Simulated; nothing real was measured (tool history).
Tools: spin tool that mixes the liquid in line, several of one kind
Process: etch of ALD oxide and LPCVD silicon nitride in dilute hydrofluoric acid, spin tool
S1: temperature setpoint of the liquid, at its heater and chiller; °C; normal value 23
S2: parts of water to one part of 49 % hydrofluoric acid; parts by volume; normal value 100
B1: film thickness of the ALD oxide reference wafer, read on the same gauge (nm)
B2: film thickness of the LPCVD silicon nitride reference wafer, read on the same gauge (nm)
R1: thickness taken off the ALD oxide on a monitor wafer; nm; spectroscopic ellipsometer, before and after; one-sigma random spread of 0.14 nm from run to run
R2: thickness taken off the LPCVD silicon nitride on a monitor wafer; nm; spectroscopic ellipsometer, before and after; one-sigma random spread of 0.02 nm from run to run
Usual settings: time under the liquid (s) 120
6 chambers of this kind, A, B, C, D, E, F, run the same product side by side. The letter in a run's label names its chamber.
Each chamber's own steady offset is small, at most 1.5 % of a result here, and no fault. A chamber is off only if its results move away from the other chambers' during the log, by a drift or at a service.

Run 1E, hour 9.2: usual settings; B1 150; B2 90.025. Result: R1 19.835 nm, R2 0.53964 nm.
Run 2C, hour 18.2: usual settings; B1 150.04; B2 90.007. Result: R1 19.776 nm, R2 0.533 nm.
Run 3D, hour 25.7: usual settings; B1 149.99; B2 90.024. Result: R1 19.385 nm, R2 0.50981 nm.
Run 4A, hour 35.9: usual settings; B1 149.99; B2 90.022. Result: R1 19.414 nm, R2 0.546 nm.
Run 5B, hour 46.9: usual settings; B1 150.01; B2 90.022. Result: R1 19.455 nm, R2 0.53558 nm.
Run 6F, hour 58.2: usual settings; B1 150.01; B2 89.97. Result: R1 19.596 nm, R2 0.52633 nm.
Run 7A, hour 65.5: usual settings; B1 149.98; B2 90.003. Result: R1 19.524 nm, R2 0.55491 nm.
Run 8E, hour 72.5: usual settings but S2 140 parts by volume; B1 149.97; B2 89.98. Result: R1 13.319 nm, R2 0.36373 nm.
Run 9D, hour 78.1: usual settings but S2 140 parts by volume; B1 149.96; B2 89.972. Result: R1 13.211 nm, R2 0.38727 nm.
Run 10F, hour 88.2: usual settings but S2 140 parts by volume; B1 150.02; B2 90.013. Result: R1 13.522 nm, R2 0.41324 nm.
Run 11C, hour 98.4: usual settings but S2 140 parts by volume; B1 150.02; B2 90.012. Result: R1 13.22 nm, R2 0.39955 nm.
Run 12B, hour 103.4: usual settings but S2 140 parts by volume; B1 150.01; B2 89.993. Result: R1 13.346 nm, R2 0.36738 nm.
Run 13B, hour 113.5: usual settings but S2 140 parts by volume; B1 149.98; B2 90.03. Result: R1 13.41 nm, R2 0.40103 nm.
Run 14D, hour 124.5: usual settings; B1 149.99; B2 89.993. Result: R1 19.33 nm, R2 0.58605 nm.
Run 15F, hour 131.4: usual settings; B1 149.99; B2 89.992. Result: R1 19.733 nm, R2 0.59336 nm.
Run 16E, hour 139.4: usual settings; B1 150.03; B2 90.011. Result: R1 19.847 nm, R2 0.57412 nm.
Run 17A, hour 148: usual settings; B1 149.99; B2 89.972. Result: R1 19.498 nm, R2 0.50561 nm.
Run 18C, hour 158.5: usual settings; B1 150.01; B2 89.964. Result: R1 19.863 nm, R2 0.55575 nm.
Run 19E, hour 168.2: usual settings; B1 150.01; B2 90.008. Result: R1 19.433 nm, R2 0.51084 nm.
Run 20C, hour 175.9: usual settings; B1 149.99; B2 90.011. Result: R1 19.583 nm, R2 0.51616 nm.
Run 21B, hour 181.6: usual settings; B1 150.02; B2 89.974. Result: R1 20.332 nm, R2 0.55267 nm.
Run 22A, hour 186.9: usual settings; B1 150.01; B2 90.011. Result: R1 19.636 nm, R2 0.54511 nm.
Run 23D, hour 194.5: usual settings; B1 149.98; B2 89.998. Result: R1 19.24 nm, R2 0.51017 nm.
Run 24F, hour 200.5: usual settings but S1 26 °C; B1 150.03; B2 90.03. Result: R1 22.132 nm, R2 0.65401 nm.
Run 25C, hour 209.6: usual settings but S1 26 °C; B1 150.03; B2 90.012. Result: R1 21.951 nm, R2 0.68698 nm.
Run 26F, hour 216.8: usual settings but S1 26 °C; B1 150; B2 90.011. Result: R1 22.055 nm, R2 0.62525 nm.
At hour 224: chamber E: thermometer replaced.
Run 27D, hour 227.8: usual settings but S1 26 °C; B1 150; B2 90.02. Result: R1 21.878 nm, R2 0.69364 nm.
Run 28E, hour 237.8: usual settings but S1 26 °C; B1 150.03; B2 90.003. Result: R1 22.192 nm, R2 0.67569 nm.
Run 29B, hour 246.3: usual settings but S1 26 °C; B1 149.99; B2 89.999. Result: R1 22.83 nm, R2 0.72098 nm.
Run 30A, hour 251.7: usual settings but time under the liquid (s) 160; B1 150; B2 90.001. Result: R1 25.823 nm, R2 0.78384 nm.
Run 31B, hour 260.3: usual settings but time under the liquid (s) 160; B1 150.01; B2 90.003. Result: R1 26.9 nm, R2 0.82754 nm.
Run 32D, hour 270.8: usual settings but time under the liquid (s) 160; B1 150; B2 90.041. Result: R1 25.401 nm, R2 0.75028 nm.
Run 33A, hour 279.7: usual settings but time under the liquid (s) 160; B1 150.04; B2 89.997. Result: R1 25.969 nm, R2 0.73572 nm.
Run 34C, hour 288.1: usual settings but time under the liquid (s) 160; B1 149.98; B2 89.977. Result: R1 26.104 nm, R2 0.76069 nm.
Run 35E, hour 295.5: usual settings but time under the liquid (s) 160; B1 149.99; B2 90.009. Result: R1 26.484 nm, R2 0.75034 nm.
At hour 306: chamber A: hydrofluoric acid flow meter replaced.
Run 36F, hour 306.6: usual settings but S2 60 parts by volume; B1 150; B2 89.988. Result: R1 34.112 nm, R2 0.89551 nm.
Run 37E, hour 317.6: usual settings but S2 60 parts by volume; B1 149.98; B2 89.98. Result: R1 34.692 nm, R2 0.8954 nm.
Run 38A, hour 326.8: usual settings but S2 60 parts by volume; B1 150.02; B2 90.022. Result: R1 34.151 nm, R2 0.89095 nm.
Run 39D, hour 334.2: usual settings but S2 60 parts by volume; B1 149.98; B2 90. Result: R1 34.323 nm, R2 0.88722 nm.
Run 40F, hour 340: usual settings but S2 60 parts by volume; B1 150.04; B2 90.001. Result: R1 34.017 nm, R2 0.85009 nm.
Run 41B, hour 350.9: usual settings but S2 60 parts by volume; B1 149.96; B2 89.978. Result: R1 36.703 nm, R2 0.96588 nm.
Run 42C, hour 360.4: usual settings; B1 149.97; B2 89.98. Result: R1 19.647 nm, R2 0.56397 nm.
Run 43B, hour 369: usual settings but S2 65 parts by volume; B1 150.04; B2 89.996. Result: R1 33.275 nm, R2 1.0042 nm.

Predict what each chamber gives when all 6 of them run the settings below next.
Run 44A, hour 377.1: usual settings but S1 25.5 °C. Result: R1 ?, R2 ?.
Run 44B, hour 377.1: usual settings but S1 25.5 °C. Result: R1 ?, R2 ?.
Run 44C, hour 377.1: usual settings but S1 25.5 °C. Result: R1 ?, R2 ?.
Run 44D, hour 377.1: usual settings but S1 25.5 °C. Result: R1 ?, R2 ?.
Run 44E, hour 377.1: usual settings but S1 25.5 °C. Result: R1 ?, R2 ?.
Run 44F, hour 377.1: usual settings but S1 25.5 °C. Result: R1 ?, R2 ?.

run      R1       R2
44A  21.237  0.63257
44B  23.329   0.7464
44C  21.649  0.69635
44D  21.404  0.68981
44E  21.873  0.66501
44F  21.991  0.64458
